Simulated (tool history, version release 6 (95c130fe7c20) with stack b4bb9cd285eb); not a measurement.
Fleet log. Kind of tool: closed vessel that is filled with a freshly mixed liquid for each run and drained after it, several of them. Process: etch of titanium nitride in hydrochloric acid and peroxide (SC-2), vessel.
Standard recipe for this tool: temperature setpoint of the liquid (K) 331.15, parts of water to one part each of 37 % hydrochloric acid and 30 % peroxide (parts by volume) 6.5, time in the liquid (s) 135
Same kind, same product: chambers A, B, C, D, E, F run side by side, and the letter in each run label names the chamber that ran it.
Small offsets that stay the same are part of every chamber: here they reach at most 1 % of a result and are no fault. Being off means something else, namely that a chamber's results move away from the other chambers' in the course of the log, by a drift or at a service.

| run | hour | temperature setpoint of the liquid (K) | parts of water to one part each of 37 % hydrochloric acid and 30 % peroxide (parts by volume) | time in the liquid (s) | hours since the thermometer was replaced | hours since the chemicals flow meter was replaced | hours since the drum of peroxide was connected | read-back film thickness of the titanium nitride reference wafer, read on the same gauge (nm) | thickness taken off the titanium nitride on a monitor wafer (Å) |
|---|---|---|---|---|---|---|---|---|---|
|  | 3.1 | chamber F: new drum of peroxide connected |
| 1D | 5.5 | 331.15 | 6.5 | 135 | 906.8 | 1116.5 | 184.2 | 80.031 | 68.262 |
| 2E | 11.9 | 331.15 | 6.5 | 135 | 565.6 | 31 | 468.7 | 80.008 | 66.884 |
| 3B | 20.3 | 331.15 | 6.5 | 135 | 1274.9 | 204.9 | 241.1 | 79.987 | 67.78 |
|  | 22.4 | chamber B: thermometer replaced |
| 4A | 25.9 | 331.15 | 6.5 | 135 | 489.8 | 1393.6 | 133.8 | 79.998 | 68.782 |
| 5C | 34.4 | 331.15 | 6.5 | 135 | 165.5 | 1608.9 | 212.3 | 80 | 68.681 |
| 6F | 41.7 | 331.15 | 6.5 | 135 | 836 | 1420 | 38.7 | 80.006 | 68.797 |
| 7F | 50.8 | 331.15 | 6.5 | 135 | 845.1 | 1429.1 | 47.8 | 80.013 | 69.9 |
| 8D | 57.6 | 331.15 | 6.5 | 135 | 958.9 | 1168.6 | 236.3 | 80.011 | 67.625 |
| 9B | 64.8 | 325.15 | 6.5 | 135 | 42.5 | 249.4 | 285.6 | 79.996 | 46.552 |
| 10E | 74.1 | 325.15 | 6.5 | 135 | 627.8 | 93.2 | 530.9 | 79.981 | 45.803 |
| 11A | 83.6 | 325.15 | 6.5 | 135 | 547.5 | 1451.3 | 191.5 | 80.007 | 47.825 |
| 12C | 93.9 | 325.15 | 6.5 | 135 | 225 | 1668.4 | 271.8 | 80.003 | 45.941 |
| 13D | 99.4 | 325.15 | 6.5 | 135 | 1000.7 | 1210.4 | 278.1 | 79.999 | 46.658 |
| 14E | 109.7 | 325.15 | 6.5 | 135 | 663.4 | 128.8 | 566.5 | 79.983 | 46.068 |
| 15B | 116.5 | 331.15 | 6.5 | 135 | 94.2 | 301.1 | 337.3 | 79.987 | 69.292 |
| 16F | 125.9 | 331.15 | 6.5 | 135 | 920.2 | 1504.2 | 122.9 | 79.987 | 66.996 |
| 17C | 134.1 | 331.15 | 6.5 | 135 | 265.2 | 1708.6 | 312 | 80.026 | 67.495 |
|  | 137.9 | chamber A: thermometer replaced |
| 18A | 142.5 | 331.15 | 6.5 | 135 | 4.7 | 1510.2 | 250.4 | 79.991 | 69.251 |
| 19E | 152.2 | 331.15 | 6.5 | 135 | 705.9 | 171.3 | 609 | 80.019 | 67.48 |
| 20C | 160.6 | 331.15 | 6.5 | 135 | 291.7 | 1735.1 | 338.5 | 79.996 | 67.541 |
| 21B | 167.3 | 322.15 | 6.5 | 135 | 145 | 351.9 | 388.1 | 79.985 | 37.692 |
| 22F | 177.7 | 322.15 | 6.5 | 135 | 972 | 1556 | 174.7 | 79.992 | 37.803 |
| 23D | 187.6 | 322.15 | 6.5 | 135 | 1088.9 | 1298.6 | 366.3 | 79.999 | 38.736 |
|  | 192.6 | chamber D: new drum of peroxide connected |
| 24A | 194.8 | 322.15 | 6.5 | 135 | 57 | 1562.5 | 302.7 | 80.02 | 39.564 |
| 25B | 201.7 | 322.15 | 6.5 | 135 | 179.4 | 386.3 | 422.5 | 79.999 | 38.19 |
| 26F | 208.6 | 322.15 | 6.5 | 135 | 1002.9 | 1586.9 | 205.6 | 80.003 | 37.068 |
| 27E | 213.8 | 331.15 | 6.5 | 135 | 767.5 | 232.9 | 670.6 | 79.985 | 67.399 |
| 28C | 219.4 | 326.15 | 6.5 | 175 | 350.5 | 1793.9 | 397.3 | 79.978 | 64.521 |
| 29A | 228.1 | 326.15 | 6.5 | 175 | 90.3 | 1595.8 | 336 | 80.014 | 64.314 |
| 30D | 235.5 | 326.15 | 6.5 | 175 | 1136.8 | 1346.5 | 43 | 79.984 | 63.524 |
| 31A | 245.3 | 326.15 | 6.5 | 175 | 107.5 | 1613 | 353.2 | 79.987 | 64.623 |
| 32F | 255.4 | 326.15 | 6.5 | 175 | 1049.7 | 1633.7 | 252.4 | 80.013 | 62.077 |
|  | 261 | chamber A: chemicals flow meter replaced |
| 33D | 264.1 | 326.15 | 6.5 | 175 | 1165.4 | 1375.1 | 71.6 | 80.003 | 63.989 |
| 34C | 269.2 | 338.15 | 6.5 | 65 | 400.3 | 1843.7 | 447.1 | 80.026 | 50.327 |
| 35E | 274.3 | 338.15 | 6.5 | 65 | 828 | 293.4 | 731.1 | 80.01 | 50.332 |
| 36B | 280.8 | 338.15 | 6.5 | 65 | 258.5 | 465.4 | 501.6 | 79.981 | 49.524 |
| 37A | 290.5 | 338.15 | 6.5 | 65 | 152.7 | 29.5 | 398.4 | 80 | 51.429 |
| 38F | 298.3 | 338.15 | 6.5 | 65 | 1092.6 | 1676.6 | 295.3 | 79.99 | 48.007 |
| 39B | 304.5 | 338.15 | 6.5 | 65 | 282.2 | 489.1 | 525.3 | 80.012 | 49.888 |
| 40C | 311.7 | 331.15 | 6.5 | 135 | 442.8 | 1886.2 | 489.6 | 80.013 | 69.036 |
| 41E | 317.1 | 331.15 | 6.5 | 135 | 870.8 | 336.2 | 773.9 | 79.979 | 68.353 |

Is one chamber out of step, is the gauge drifting, or do the chambers differ by no more than their own small offsets? For an off chamber, give its letter and the likeliest cause.

One chamber, F, drifts off from the rest bit by bit.
Cause: liquid colder than its thermometer reads (K) = 0.97.
Not necessarily distinguishable in this log from: chemicals flow below the setpoint (%); peroxide weaker than its label (%).

Which of the 4 candidates below, each the usual settings with something changed and its results left as question marks, puts chamber F back in line with what the other chambers give on the usual settings?
Counts as in line when no further than this from what the other chambers average on the usual settings: thickness taken off the titanium nitride on a monitor wafer (Å) 2.1
| 42F-1 | 324.5 | 332.15 | 6.5 | 135 |  |  |  |  | ? |
| 42F-2 | 324.5 | 330.15 | 6.5 | 130 |  |  |  |  | ? |
| 42F-3 | 324.5 | 332.15 | 6.5 | 140 |  |  |  |  | ? |
| 42F-4 | 324.5 | 330.15 | 6.5 | 135 |  |  |  |  | ? |

The other chambers' mean on the usual settings: thickness taken off the titanium nitride on a monitor wafer (Å) 68.148
| run | thickness taken off the titanium nitride on a monitor wafer (Å) |
|---|---|
| 42F-1 | 68.691 |
| 42F-2 | 58.327 |
| 42F-3 | 71.235 |
| 42F-4 | 60.57 |
It is 42F-1 that realigns the chamber with its peers.
